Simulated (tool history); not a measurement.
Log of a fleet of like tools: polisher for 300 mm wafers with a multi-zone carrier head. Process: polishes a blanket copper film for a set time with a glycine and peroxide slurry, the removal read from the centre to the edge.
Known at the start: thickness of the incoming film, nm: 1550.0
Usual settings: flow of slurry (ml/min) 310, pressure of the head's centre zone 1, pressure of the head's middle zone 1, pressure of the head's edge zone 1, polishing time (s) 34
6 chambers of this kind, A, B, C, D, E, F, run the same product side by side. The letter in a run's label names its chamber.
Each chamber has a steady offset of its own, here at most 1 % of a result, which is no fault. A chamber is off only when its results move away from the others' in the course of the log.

run	hour	flow of slurry (ml/min)	pressure of the head's centre zone	pressure of the head's middle zone	pressure of the head's edge zone	polishing time (s)	wafers polished on this pad	hours since the slurry nozzle was cleaned	hours since the centre zone pressure was calibrated	hours since the edge zone pressure was calibrated	film removed at the wafer's centre (Å)	film removed at mid-radius (Å)	film removed at the wafer's edge (Å)
# hour 2.4: chamber F: slurry nozzle cleaned
1A	11.4	310	1	1	1	34	958	139.2	1363.6	356.8	1835.9	1850.3	1884.9
# hour 13.4: chamber E: worn pad replaced by a new one
2E	24.0	310	1	1	1	34	192	109.0	957.6	24.6	1858.1	1860.4	1871.4
# hour 26.5: chamber F: worn pad replaced by a new one
# hour 28.1: chamber A: worn pad replaced by a new one
# hour 31.2: chamber B: worn pad replaced by a new one
3B	35.7	310	1	1	1	34	83	309.2	576.9	624.0	1883.0	1813.0	1842.1
# hour 39.2: chamber D: worn pad replaced by a new one
4D	43.3	310	1	1	1	34	74	168.6	352.4	462.4	1912.3	1855.8	1853.7
5C	50.0	310	1	1	1	34	992	550.7	964.7	88.9	1825.1	1884.5	1829.2
6F	58.8	395	1	1	1	34	587	56.4	469.9	341.9	1883.7	1886.5	1856.4
7B	69.7	395	1	1	1	34	700	343.2	610.9	658.0	1931.1	1887.0	1904.6
# hour 79.5: chamber C: worn pad replaced by a new one
8D	80.2	395	1	1	1	34	744	205.5	389.3	499.3	1953.6	1885.8	1887.3
9C	93.1	395	1	1	1	34	247	593.8	1007.8	132.0	1901.4	1920.2	1856.9
# hour 95.4: chamber E: worn pad replaced by a new one
# hour 98.8: chamber A: centre zone pressure recalibrated
10E	101.3	395	1	1	1	34	108	186.3	1034.9	101.9	1895.3	1908.1	1881.5
# hour 103.2: chamber B: worn pad replaced by a new one
# hour 107.1: chamber A: worn pad replaced by a new one
11F	110.3	395	1	1	1	34	1521	107.9	521.4	393.4	1926.7	1874.8	1882.9
# hour 111.1: chamber D: worn pad replaced by a new one
# hour 111.2: chamber F: worn pad replaced by a new one
# hour 119.4: chamber B: slurry nozzle cleaned
12A	121.2	310	1	1	1	34	256	249.0	22.5	466.6	1823.1	1846.7	1874.0
13B	130.8	310	1	1	1	34	501	11.4	672.0	719.1	1843.6	1881.9	1884.3
# hour 138.7: chamber A: slurry nozzle cleaned
# hour 143.4: chamber C: worn pad replaced by a new one
14A	143.7	310	1	1	1	34	665	5.0	45.0	489.1	1874.2	1893.1	1869.0
15F	152.9	310	1	1	1	34	757	150.5	564.0	436.0	1864.9	1870.5	1845.3
16C	161.4	310	1	1	1	34	327	662.1	1076.1	200.3	1859.1	1878.0	1846.5
# hour 162.0: chamber A: edge zone pressure recalibrated
# hour 172.2: chamber E: worn pad replaced by a new one
# hour 172.5: chamber A: worn pad replaced by a new one
17E	173.9	310	1	1	1	34	31	258.9	1107.5	174.5	1907.6	1838.1	1832.1
# hour 182.2: chamber F: worn pad replaced by a new one
# hour 182.7: chamber D: worn pad replaced by a new one
# hour 183.1: chamber C: centre zone pressure recalibrated
18D	184.3	310	1	1	1	34	29	309.6	493.4	603.4	1860.0	1828.4	1833.6
# hour 186.7: chamber B: worn pad replaced by a new one
19C	194.1	310	1	1	1	34	920	694.8	11.0	233.0	1868.5	1850.6	1843.1
20E	204.4	310	1	1	1	40	584	289.4	1138.0	205.0	2247.8	2139.1	2187.3
# hour 207.3: chamber C: worn pad replaced by a new one
21A	213.7	310	1	1	1	40	747	75.0	115.0	51.7	2135.5	2183.9	2210.5
22B	221.0	310	1	1	1	40	623	101.6	762.2	809.3	2165.5	2179.6	2199.1
# hour 227.3: chamber E: slurry nozzle cleaned
23D	234.3	310	1	1	1	40	936	359.6	543.4	653.4	2219.6	2144.5	2209.1
# hour 236.4: chamber A: worn pad replaced by a new one
# hour 237.6: chamber E: worn pad replaced by a new one
24F	243.5	310	1	1	1	40	1113	241.1	654.6	526.6	2182.0	2191.2	2200.3
25A	250.7	310	1	1	1	40	261	112.0	152.0	88.7	2222.8	2176.9	2182.1
# hour 252.1: chamber F: worn pad replaced by a new one
# hour 260.1: chamber D: worn pad replaced by a new one
26B	260.1	310	1	1	1	34	1333	140.7	801.3	848.4	1829.1	1891.9	1874.4
# hour 263.1: chamber B: worn pad replaced by a new one
# hour 265.9: chamber C: slurry nozzle cleaned
27F	266.5	310	1	1	1	34	262	264.1	677.6	549.6	1862.7	1866.1	1853.0
28D	278.1	310	1	1	1	34	326	403.4	587.2	697.2	1839.0	1850.7	1830.8
# hour 281.0: chamber C: worn pad replaced by a new one
29C	286.3	310	1	1	1	34	96	20.4	103.2	325.2	1861.7	1883.9	1835.4
30E	297.2	310	1	1	1	34	1081	70.0	1230.8	297.8	1878.8	1854.5	1792.7
31B	304.9	310	1	1	1	34	758	185.5	846.1	893.2	1846.2	1831.1	1851.6
# hour 305.1: chamber E: worn pad replaced by a new one
# hour 310.3: chamber D: edge zone pressure recalibrated
32F	311.4	310	1	1	1	34	1077	309.0	722.5	594.5	1833.6	1845.2	1869.4
# hour 312.4: chamber A: worn pad replaced by a new one
33D	319.4	310	1	1	1	34	1075	444.7	628.5	9.2	1881.8	1848.7	1866.2
34C	328.8	310	1	1	1	34	867	62.9	145.7	367.7	1827.2	1904.6	1836.5
35A	335.2	310	1	1	1	34	414	196.5	236.5	173.2	1844.4	1895.9	1844.7
36E	344.5	310	1	1	1	34	716	117.3	1278.1	345.1	1872.4	1890.2	1872.5
# hour 349.1: chamber E: edge zone pressure recalibrated
# hour 351.6: chamber C: worn pad replaced by a new one
37A	357.7	380	1	1	1	34	823	219.0	259.0	195.7	1890.8	1927.8	1869.4
38C	367.4	380	1	1	1	34	286	101.5	184.3	406.3	1940.6	1909.8	1881.2
# hour 371.4: chamber E: worn pad replaced by a new one
39E	374.8	380	1	1	1	34	62	147.6	1308.4	25.7	1930.7	1922.5	1881.4

All 6 chambers run these settings next. Forecast each chamber's results:
40A	384.4	310	1	1	1	34					?	?	?
40B	384.4	310	1	1	1	34					?	?	?
40C	384.4	310	1	1	1	34					?	?	?
40D	384.4	310	1	1	1	34					?	?	?
40E	384.4	310	1	1	1	34					?	?	?
40F	384.4	310	1	1	1	34					?	?	?

run	film removed at the wafer's centre (Å)	film removed at mid-radius (Å)	film removed at the wafer's edge (Å)
40A	1805.4	1829.8	1831.7
40B	1881.1	1897.5	1856.1
40C	1859.3	1860.5	1830.9
40D	1857.2	1868.3	1848.7
40E	1877.6	1875.3	1874.8
40F	1859.2	1869.1	1878.1
